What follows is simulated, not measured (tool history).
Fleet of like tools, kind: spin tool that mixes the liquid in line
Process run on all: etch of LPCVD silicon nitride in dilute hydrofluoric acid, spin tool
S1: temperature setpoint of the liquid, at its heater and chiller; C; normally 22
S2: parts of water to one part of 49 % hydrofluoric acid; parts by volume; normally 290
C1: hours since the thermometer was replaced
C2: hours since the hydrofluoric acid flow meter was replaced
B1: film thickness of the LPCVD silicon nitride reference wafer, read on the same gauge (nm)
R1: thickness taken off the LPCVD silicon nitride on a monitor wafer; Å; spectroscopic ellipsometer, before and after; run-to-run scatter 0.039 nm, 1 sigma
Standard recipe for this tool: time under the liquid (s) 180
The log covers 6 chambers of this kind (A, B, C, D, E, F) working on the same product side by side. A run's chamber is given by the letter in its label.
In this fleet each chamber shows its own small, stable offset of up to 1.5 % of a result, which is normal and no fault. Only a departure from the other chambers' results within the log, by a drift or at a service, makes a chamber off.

run 1F hour=14.8 | S1=22 S2=290 time_under_the_liquid_(s)=180 | C1=1041.4 C2=419.6 | B1=109.97 | R1=2.7318
-- hour=21.8 chamber A: hydrofluoric acid flow meter replaced
-- hour=28.1 chamber D: hydrofluoric acid flow meter replaced
run 2E hour=29.4 | S1=22 S2=290 time_under_the_liquid_(s)=180 | C1=1797.8 C2=581 | B1=110.01 | R1=2.2468
-- hour=37.2 chamber B: hydrofluoric acid flow meter replaced
run 3A hour=38 | S1=22 S2=290 time_under_the_liquid_(s)=180 | C1=111.3 C2=16.2 | B1=109.99 | R1=2.4234
run 4D hour=53 | S1=22 S2=290 time_under_the_liquid_(s)=180 | C1=1146.7 C2=25 | B1=109.99 | R1=2.6749
run 5C hour=60.5 | S1=26.5 S2=290 time_under_the_liquid_(s)=265 | C1=153.3 C2=752.3 | B1=109.96 | R1=3.2352
run 6B hour=73.1 | S1=26.5 S2=290 time_under_the_liquid_(s)=265 | C1=140.2 C2=36 | B1=110.02 | R1=5.6971
run 7A hour=81.4 | S1=26.5 S2=290 time_under_the_liquid_(s)=265 | C1=154.7 C2=59.6 | B1=110.02 | R1=5.5471
run 8C hour=93.7 | S1=26.5 S2=290 time_under_the_liquid_(s)=265 | C1=186.5 C2=785.5 | B1=110.03 | R1=4.4827
run 9F hour=105.3 | S1=26.5 S2=290 time_under_the_liquid_(s)=265 | C1=1131.9 C2=510.1 | B1=109.96 | R1=4.5171
run 10B hour=121.6 | S1=26.5 S2=290 time_under_the_liquid_(s)=265 | C1=188.7 C2=84.5 | B1=109.94 | R1=6.4884
run 11D hour=133.6 | S1=22 S2=290 time_under_the_liquid_(s)=180 | C1=1227.3 C2=105.6 | B1=110.01 | R1=2.3076
run 12E hour=143.8 | S1=22 S2=290 time_under_the_liquid_(s)=180 | C1=1912.2 C2=695.4 | B1=109.96 | R1=2.3845
run 13A hour=151.5 | S1=22 S2=375 time_under_the_liquid_(s)=180 | C1=224.8 C2=129.7 | B1=110.01 | R1=1.8721
run 14E hour=164.5 | S1=22 S2=375 time_under_the_liquid_(s)=180 | C1=1932.9 C2=716.1 | B1=110.04 | R1=2.0455
run 15F hour=176.6 | S1=22 S2=375 time_under_the_liquid_(s)=180 | C1=1203.2 C2=581.4 | B1=109.99 | R1=2.3963
run 16B hour=191.3 | S1=22 S2=375 time_under_the_liquid_(s)=180 | C1=258.4 C2=154.2 | B1=109.98 | R1=1.8236
run 17C hour=203.1 | S1=22 S2=375 time_under_the_liquid_(s)=180 | C1=295.9 C2=894.9 | B1=110.05 | R1=2.0343
run 18D hour=218.5 | S1=22 S2=375 time_under_the_liquid_(s)=180 | C1=1312.2 C2=190.5 | B1=109.98 | R1=2.3257
run 19C hour=232.5 | S1=22 S2=290 time_under_the_liquid_(s)=180 | C1=325.3 C2=924.3 | B1=110.01 | R1=2.6534
run 20F hour=247.5 | S1=22 S2=290 time_under_the_liquid_(s)=180 | C1=1274.1 C2=652.3 | B1=110.03 | R1=2.4726
run 21D hour=259 | S1=22 S2=290 time_under_the_liquid_(s)=180 | C1=1352.7 C2=231 | B1=109.97 | R1=2.6297
run 22B hour=272.9 | S1=22 S2=290 time_under_the_liquid_(s)=180 | C1=340 C2=235.8 | B1=110.03 | R1=2.1982
run 23E hour=283.1 | S1=22 S2=290 time_under_the_liquid_(s)=180 | C1=2051.5 C2=834.7 | B1=110 | R1=1.7998
run 24A hour=293.8 | S1=22 S2=290 time_under_the_liquid_(s)=180 | C1=367.1 C2=272 | B1=110.01 | R1=2.4718
run 25A hour=302.5 | S1=22 S2=290 time_under_the_liquid_(s)=180 | C1=375.8 C2=280.7 | B1=110 | R1=2.7708
run 26C hour=311.6 | S1=22 S2=290 time_under_the_liquid_(s)=180 | C1=404.4 C2=1003.4 | B1=110 | R1=2.7413
run 27E hour=326.1 | S1=22 S2=290 time_under_the_liquid_(s)=180 | C1=2094.5 C2=877.7 | B1=109.99 | R1=2.5292
run 28F hour=340.7 | S1=22 S2=290 time_under_the_liquid_(s)=180 | C1=1367.3 C2=745.5 | B1=110.02 | R1=2.1371
run 29B hour=353.9 | S1=22 S2=290 time_under_the_liquid_(s)=180 | C1=421 C2=316.8 | B1=110 | R1=2.0217
run 30D hour=366.2 | S1=22 S2=290 time_under_the_liquid_(s)=180 | C1=1459.9 C2=338.2 | B1=110.03 | R1=2.9534
run 31C hour=377.9 | S1=22 S2=290 time_under_the_liquid_(s)=180 | C1=470.7 C2=1069.7 | B1=110.03 | R1=2.4279
run 32B hour=394.3 | S1=22 S2=290 time_under_the_liquid_(s)=180 | C1=461.4 C2=357.2 | B1=110.03 | R1=2.3834
run 33E hour=405.7 | S1=22 S2=290 time_under_the_liquid_(s)=180 | C1=2174.1 C2=957.3 | B1=110.03 | R1=3.6681
run 34D hour=413.6 | S1=22 S2=290 time_under_the_liquid_(s)=180 | C1=1507.3 C2=385.6 | B1=110 | R1=2.5275
run 35A hour=426.3 | S1=22 S2=290 time_under_the_liquid_(s)=180 | C1=499.6 C2=404.5 | B1=110.06 | R1=2.4531
run 36F hour=438.4 | S1=22 S2=290 time_under_the_liquid_(s)=180 | C1=1465 C2=843.2 | B1=109.99 | R1=2.8342
run 37D hour=452.2 | S1=22 S2=290 time_under_the_liquid_(s)=180 | C1=1545.9 C2=424.2 | B1=110 | R1=2.8328

What goes on in this fleet: one chamber off, a drifting gauge, or nothing beyond the chambers' own small offsets? Name the chamber and the cause, if any.

No chamber is off and the gauge is stable; the differences are just each chamber's small, constant offset.
